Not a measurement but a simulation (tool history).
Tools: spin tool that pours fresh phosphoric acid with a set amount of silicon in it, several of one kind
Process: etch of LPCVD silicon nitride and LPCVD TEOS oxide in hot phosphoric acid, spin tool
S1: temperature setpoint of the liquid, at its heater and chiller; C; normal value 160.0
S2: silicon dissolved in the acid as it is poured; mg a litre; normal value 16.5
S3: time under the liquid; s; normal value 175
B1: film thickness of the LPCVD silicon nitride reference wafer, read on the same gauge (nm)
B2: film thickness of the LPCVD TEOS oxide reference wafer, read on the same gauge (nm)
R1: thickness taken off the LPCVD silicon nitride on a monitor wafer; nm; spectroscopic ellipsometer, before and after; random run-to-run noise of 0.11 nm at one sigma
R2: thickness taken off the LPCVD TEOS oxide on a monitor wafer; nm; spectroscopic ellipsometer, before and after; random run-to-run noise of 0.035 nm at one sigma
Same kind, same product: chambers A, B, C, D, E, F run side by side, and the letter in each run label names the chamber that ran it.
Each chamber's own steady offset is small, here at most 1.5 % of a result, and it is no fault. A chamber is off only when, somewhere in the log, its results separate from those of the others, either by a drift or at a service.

run	hour	S1	S2	S3	B1	B2	R1	R2
1E	6.0	160.0	16.5	175	50.012	100.020	16.162	0.59901
2F	12.1	160.0	16.5	175	50.044	99.998	16.130	0.64232
3B	18.6	160.0	16.5	175	50.021	99.972	16.299	0.59597
# hour 21.1: chamber D: thermometer replaced
4C	24.1	160.0	16.5	175	50.018	100.000	16.254	0.61580
5A	28.1	160.0	16.5	175	49.977	100.020	16.039	0.63930
6D	34.3	160.0	16.5	175	49.998	99.940	16.166	0.65183
7E	40.4	160.0	16.5	175	49.996	100.000	16.154	0.69196
8A	44.8	160.0	16.5	175	49.978	99.978	15.972	0.68388
9C	50.2	160.0	6.5	265	50.006	100.010	24.441	1.26100
10F	55.1	160.0	6.5	265	50.010	100.010	24.820	1.33450
11D	58.8	160.0	6.5	265	49.981	99.994	24.619	1.22770
12B	65.1	160.0	6.5	265	50.019	100.000	24.115	1.15320
13A	68.3	160.0	6.5	265	49.966	99.995	24.261	1.14370
14D	71.8	160.0	6.5	265	49.978	99.957	24.346	1.19590
15F	75.5	160.0	16.5	175	50.007	99.977	16.172	0.63261
16B	79.4	160.0	16.5	175	49.971	100.020	16.142	0.62876
17E	84.1	160.0	16.5	175	50.022	99.994	16.209	0.64639
18C	88.8	160.0	16.5	175	49.996	99.969	16.207	0.57543
19A	94.7	160.0	16.5	175	49.968	99.981	15.876	0.67371
20D	98.3	160.0	16.5	175	50.025	100.020	15.994	0.68297
21E	104.7	160.0	16.5	175	50.009	100.030	16.362	0.62106
22C	109.5	160.0	16.5	175	49.976	100.040	15.919	0.59019
23B	113.9	160.0	16.5	175	49.996	100.020	16.087	0.70213
24F	118.0	160.0	16.5	175	49.974	100.000	16.077	0.63839
25F	124.5	160.0	16.5	130	50.020	100.020	12.120	0.46091
26C	130.7	160.0	16.5	130	50.047	99.971	11.962	0.47030
# hour 134.1: chamber E: thermometer replaced
27E	135.5	160.0	16.5	130	49.990	100.010	11.804	0.45304
28B	139.7	160.0	16.5	130	49.984	100.020	12.019	0.45202
29A	146.4	160.0	16.5	130	50.006	99.979	12.034	0.52743
30D	151.1	160.0	16.5	130	49.997	100.010	12.001	0.43213
31F	156.0	160.0	16.5	175	50.017	100.030	15.953	0.67499
# hour 158.9: chamber C: dissolved silicon flow meter replaced
32B	159.9	160.0	16.5	175	49.999	100.010	16.221	0.65242
33C	163.3	160.0	16.5	175	50.019	100.000	15.971	0.69856
34E	168.7	162.5	16.5	245	49.989	100.030	24.548	1.06710
35D	173.1	162.5	16.5	245	50.033	99.978	24.574	1.12260
36A	179.8	162.5	16.5	245	50.011	99.992	24.243	1.18750
37E	184.1	162.5	16.5	245	49.979	99.992	24.481	1.06630

Next, every chamber runs the same settings. What will each give?
38A	189.0	160.0	6.0	175			?	?
38B	189.0	160.0	6.0	175			?	?
38C	189.0	160.0	6.0	175			?	?
38D	189.0	160.0	6.0	175			?	?
38E	189.0	160.0	6.0	175			?	?
38F	189.0	160.0	6.0	175			?	?

run	R1	R2
38A	16.319	0.84391
38B	16.306	0.89792
38C	16.406	0.87920
38D	16.060	0.87307
38E	16.210	0.84369
38F	16.024	0.74929
